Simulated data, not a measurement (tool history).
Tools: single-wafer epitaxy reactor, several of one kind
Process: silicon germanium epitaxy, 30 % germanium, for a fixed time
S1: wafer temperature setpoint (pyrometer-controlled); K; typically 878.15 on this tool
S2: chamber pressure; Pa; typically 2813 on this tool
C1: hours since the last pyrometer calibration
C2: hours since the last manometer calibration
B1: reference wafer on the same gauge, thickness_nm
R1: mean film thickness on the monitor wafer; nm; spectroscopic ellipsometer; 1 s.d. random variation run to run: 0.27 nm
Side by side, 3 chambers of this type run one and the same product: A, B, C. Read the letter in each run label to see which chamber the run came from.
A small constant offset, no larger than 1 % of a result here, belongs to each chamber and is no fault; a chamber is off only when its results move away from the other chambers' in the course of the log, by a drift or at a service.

| run | hour | S1 | S2 | C1 | C2 | B1 | R1 |
|---|---|---|---|---|---|---|---|
| 1C | 3.8 | 878.15 | 2813 | 1000.3 | 855.5 | 61.022 | 65.734 |
| 2B | 7.0 | 878.15 | 2813 | 127.5 | 1139.2 | 61.143 | 66.223 |
| 3A | 12.7 | 878.15 | 2813 | 560.9 | 854.8 | 61.054 | 66.102 |
| 4A | 16.7 | 878.15 | 2813 | 564.9 | 858.8 | 61.097 | 65.981 |
| 5C | 23.2 | 887.15 | 2466 | 1019.7 | 874.9 | 61.077 | 73.238 |
| 6B | 29.4 | 887.15 | 2466 | 149.9 | 1161.6 | 61.148 | 72.532 |
| 7C | 34.9 | 887.15 | 2466 | 1031.4 | 886.6 | 61.203 | 73.374 |
| 8A | 38.0 | 878.15 | 2813 | 586.2 | 880.1 | 61.069 | 66.020 |
| 9B | 41.6 | 878.15 | 2813 | 162.1 | 1173.8 | 61.052 | 65.734 |
| 10C | 46.6 | 878.15 | 2813 | 1043.1 | 898.3 | 61.054 | 65.289 |
| 11B | 53.2 | 888.15 | 3226 | 173.7 | 1185.4 | 61.070 | 83.012 |
| 12A | 58.3 | 888.15 | 3226 | 606.5 | 900.4 | 61.092 | 83.669 |
| 13B | 61.7 | 888.15 | 3226 | 182.2 | 1193.9 | 61.120 | 82.376 |
| 14A | 68.8 | 878.15 | 3333 | 617.0 | 910.9 | 61.099 | 70.214 |
| 15C | 72.0 | 878.15 | 3333 | 1068.5 | 923.7 | 61.034 | 70.031 |
| 16A | 76.7 | 878.15 | 3333 | 624.9 | 918.8 | 61.056 | 70.157 |
| 17B | 83.8 | 878.15 | 2813 | 204.3 | 1216.0 | 61.090 | 65.484 |
| 18C | 87.3 | 878.15 | 2813 | 1083.8 | 939.0 | 61.119 | 65.257 |
| 19C | 91.9 | 878.15 | 2813 | 1088.4 | 943.6 | 61.145 | 65.278 |
| 20A | 98.9 | 878.15 | 2813 | 647.1 | 941.0 | 61.119 | 66.382 |
| 21B | 105.2 | 878.15 | 2813 | 225.7 | 1237.4 | 61.118 | 65.576 |
| 22A | 109.7 | 878.15 | 2813 | 657.9 | 951.8 | 61.062 | 65.779 |
| 23B | 113.6 | 866.15 | 2813 | 234.1 | 1245.8 | 61.072 | 52.564 |
| 24C | 119.9 | 866.15 | 2813 | 1116.4 | 971.6 | 61.027 | 52.248 |
| 25A | 125.2 | 866.15 | 2813 | 673.4 | 967.3 | 61.076 | 52.486 |
| 26B | 130.4 | 878.15 | 2813 | 250.9 | 1262.6 | 61.097 | 66.066 |
| 27C | 137.5 | 878.15 | 2813 | 1134.0 | 989.2 | 61.091 | 64.893 |
| 28B | 142.1 | 878.15 | 2813 | 262.6 | 1274.3 | 61.109 | 66.221 |
| 29C | 147.6 | 878.15 | 2813 | 1144.1 | 999.3 | 61.069 | 65.039 |
| 30A | 152.7 | 878.15 | 2813 | 700.9 | 994.8 | 61.083 | 65.833 |
| 31A | 159.4 | 878.15 | 2813 | 707.6 | 1001.5 | 61.135 | 65.969 |
| 32C | 162.8 | 878.15 | 2813 | 1159.3 | 1014.5 | 61.092 | 64.698 |
| 33B | 169.3 | 878.15 | 3080 | 289.8 | 1301.5 | 61.058 | 68.037 |
| 34B | 174.3 | 878.15 | 3080 | 294.8 | 1306.5 | 61.111 | 68.722 |
| 35A | 178.5 | 878.15 | 3080 | 726.7 | 1020.6 | 61.085 | 68.161 |
| 36C | 183.2 | 878.15 | 2813 | 1179.7 | 1034.9 | 61.108 | 64.425 |
| 37C | 190.2 | 878.15 | 2813 | 1186.7 | 1041.9 | 61.148 | 64.546 |
| 38A | 195.0 | 878.15 | 2813 | 743.2 | 1037.1 | 61.159 | 65.220 |
|  | 199.3 | chamber A: capacitance manometer re-zeroed and calibrated |
| 39B | 200.3 | 878.15 | 2813 | 320.8 | 1332.5 | 61.066 | 65.721 |
| 40C | 206.6 | 878.15 | 2813 | 1203.1 | 1058.3 | 61.081 | 64.581 |
| 41A | 211.4 | 878.15 | 2813 | 759.6 | 12.1 | 61.066 | 66.040 |

Next, all 3 chambers run the settings below, one line each with question marks for the results. What does each chamber give?
| 42A | 216.5 | 868.15 | 2813 |  |  |  | ? |
| 42B | 216.5 | 868.15 | 2813 |  |  |  | ? |
| 42C | 216.5 | 868.15 | 2813 |  |  |  | ? |

| run | R1 |
|---|---|
| 42A | 54.825 |
| 42B | 54.670 |
| 42C | 53.418 |
